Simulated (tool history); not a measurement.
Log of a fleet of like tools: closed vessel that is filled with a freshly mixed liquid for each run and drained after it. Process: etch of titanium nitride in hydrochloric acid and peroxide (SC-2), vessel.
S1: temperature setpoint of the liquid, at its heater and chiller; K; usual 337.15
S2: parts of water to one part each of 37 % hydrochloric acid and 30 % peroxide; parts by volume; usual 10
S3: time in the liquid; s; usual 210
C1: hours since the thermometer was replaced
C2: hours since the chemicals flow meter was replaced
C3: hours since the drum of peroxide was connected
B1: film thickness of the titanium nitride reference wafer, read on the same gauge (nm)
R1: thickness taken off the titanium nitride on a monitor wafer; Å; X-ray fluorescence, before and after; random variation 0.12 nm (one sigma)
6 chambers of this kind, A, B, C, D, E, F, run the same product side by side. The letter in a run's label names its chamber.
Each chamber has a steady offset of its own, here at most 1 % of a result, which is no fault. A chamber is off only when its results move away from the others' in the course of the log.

| run | hour | S1 | S2 | S3 | C1 | C2 | C3 | B1 | R1 |
|---|---|---|---|---|---|---|---|---|---|
| 1D | 4.1 | 337.15 | 10 | 210 | 1085.6 | 316.3 | 1102.6 | 49.997 | 180.59 |
|  | 8.2 | chamber F: thermometer replaced |
| 2F | 9.8 | 337.15 | 10 | 210 | 1.6 | 76.1 | 246.1 | 50.013 | 180.61 |
| 3B | 13.2 | 337.15 | 10 | 210 | 838.0 | 617.2 | 205.8 | 50.008 | 180.37 |
| 4E | 15.8 | 337.15 | 10 | 210 | 555.5 | 689.9 | 83.3 | 50.026 | 180.56 |
|  | 17.1 | chamber D: thermometer replaced |
| 5A | 18.7 | 337.15 | 10 | 210 | 883.2 | 1097.7 | 569.0 | 50.025 | 180.71 |
| 6C | 22.3 | 337.15 | 10 | 210 | 1823.9 | 873.7 | 846.9 | 49.991 | 180.13 |
|  | 25.3 | chamber C: thermometer replaced |
| 7B | 27.3 | 337.15 | 10 | 210 | 852.1 | 631.3 | 219.9 | 49.989 | 183.12 |
| 8A | 32.6 | 337.15 | 10 | 210 | 897.1 | 1111.6 | 582.9 | 50.025 | 181.57 |
| 9C | 37.1 | 337.15 | 10 | 210 | 11.8 | 888.5 | 861.7 | 49.962 | 181.12 |
| 10E | 39.8 | 337.15 | 10 | 210 | 579.5 | 713.9 | 107.3 | 49.950 | 179.33 |
|  | 41.1 | chamber C: new drum of peroxide connected |
| 11F | 44.7 | 337.15 | 10 | 210 | 36.5 | 111.0 | 281.0 | 50.033 | 180.11 |
| 12D | 48.8 | 337.15 | 10 | 210 | 31.8 | 361.0 | 1147.3 | 50.046 | 181.28 |
| 13D | 53.7 | 344.65 | 10 | 210 | 36.7 | 365.9 | 1152.2 | 49.990 | 283.85 |
|  | 56.8 | chamber B: chemicals flow meter replaced |
| 14E | 58.6 | 344.65 | 10 | 210 | 598.3 | 732.7 | 126.1 | 50.012 | 282.49 |
| 15A | 64.1 | 344.65 | 10 | 210 | 928.6 | 1143.1 | 614.4 | 50.008 | 285.99 |
| 16B | 68.8 | 344.65 | 10 | 210 | 893.6 | 12.0 | 261.4 | 49.982 | 285.31 |
| 17F | 72.2 | 344.65 | 10 | 210 | 64.0 | 138.5 | 308.5 | 49.986 | 283.73 |
| 18C | 75.8 | 344.65 | 10 | 210 | 50.5 | 927.2 | 34.7 | 50.015 | 281.32 |
| 19C | 80.8 | 337.15 | 10 | 210 | 55.5 | 932.2 | 39.7 | 49.982 | 179.89 |
| 20B | 84.9 | 337.15 | 10 | 210 | 909.7 | 28.1 | 277.5 | 50.025 | 181.16 |
| 21F | 89.9 | 337.15 | 10 | 210 | 81.7 | 156.2 | 326.2 | 50.010 | 181.96 |
| 22A | 94.2 | 328.15 | 10 | 210 | 958.7 | 1173.2 | 644.5 | 49.987 | 105.55 |
| 23D | 97.4 | 328.15 | 10 | 210 | 80.4 | 409.6 | 1195.9 | 50.018 | 102.28 |
| 24E | 100.9 | 328.15 | 10 | 210 | 640.6 | 775.0 | 168.4 | 49.988 | 102.92 |
| 25E | 105.2 | 328.15 | 10 | 210 | 644.9 | 779.3 | 172.7 | 50.045 | 100.97 |
| 26C | 110.2 | 328.15 | 10 | 210 | 84.9 | 961.6 | 69.1 | 49.968 | 101.90 |
| 27D | 113.6 | 328.15 | 10 | 210 | 96.6 | 425.8 | 1212.1 | 50.005 | 101.83 |
| 28B | 117.8 | 337.15 | 10 | 210 | 942.6 | 61.0 | 310.4 | 49.994 | 180.81 |
| 29F | 122.2 | 337.15 | 10 | 210 | 114.0 | 188.5 | 358.5 | 50.041 | 182.01 |
|  | 125.8 | chamber D: new drum of peroxide connected |
| 30A | 127.9 | 337.15 | 10 | 210 | 992.4 | 1206.9 | 678.2 | 49.986 | 193.76 |
| 31C | 133.2 | 337.15 | 10 | 210 | 107.9 | 984.6 | 92.1 | 49.996 | 179.64 |
| 32B | 137.7 | 337.15 | 10 | 210 | 962.5 | 80.9 | 330.3 | 49.965 | 181.61 |
| 33A | 141.3 | 337.15 | 10 | 210 | 1005.8 | 1220.3 | 691.6 | 50.039 | 194.76 |
| 34E | 144.9 | 337.15 | 10 | 210 | 684.6 | 819.0 | 212.4 | 49.981 | 182.83 |
| 35F | 149.5 | 337.15 | 10 | 210 | 141.3 | 215.8 | 385.8 | 49.957 | 182.05 |
| 36D | 154.6 | 337.15 | 10 | 210 | 137.6 | 466.8 | 28.9 | 50.000 | 181.58 |
| 37A | 159.7 | 337.15 | 10 | 210 | 1024.2 | 1238.7 | 710.0 | 49.988 | 199.10 |

Is one chamber off against the others, does the gauge drift, or is nothing wrong? If a chamber is off, say which, and what the likeliest cause is.

Chamber A drifts away from the others.
Cause: chemicals flow above the setpoint (%) = 11.1.
The log may not tell that from: liquid hotter than its thermometer reads (K).

Here are 4 candidates for chamber A's next run, each the usual settings with a change, their results left as question marks. Which one brings its results back in line with what the others give on the usual settings?
In line means no further than this from the other chambers' mean on the usual settings: R1 4.00 Å
| 38A-1 | 163.9 | 338.15 | 9.5 | 220 |  |  |  |  | ? |
| 38A-2 | 163.9 | 334.65 | 10.0 | 210 |  |  |  |  | ? |
| 38A-3 | 163.9 | 337.15 | 10.5 | 200 |  |  |  |  | ? |
| 38A-4 | 163.9 | 337.15 | 9.5 | 220 |  |  |  |  | ? |

The other chambers' mean on the usual settings: R1 180.82 Å
| run | R1 |
|---|---|
| 38A-1 | 230.58 |
| 38A-2 | 170.10 |
| 38A-3 | 181.82 |
| 38A-4 | 216.79 |
38A-3 brings the chamber back in line.
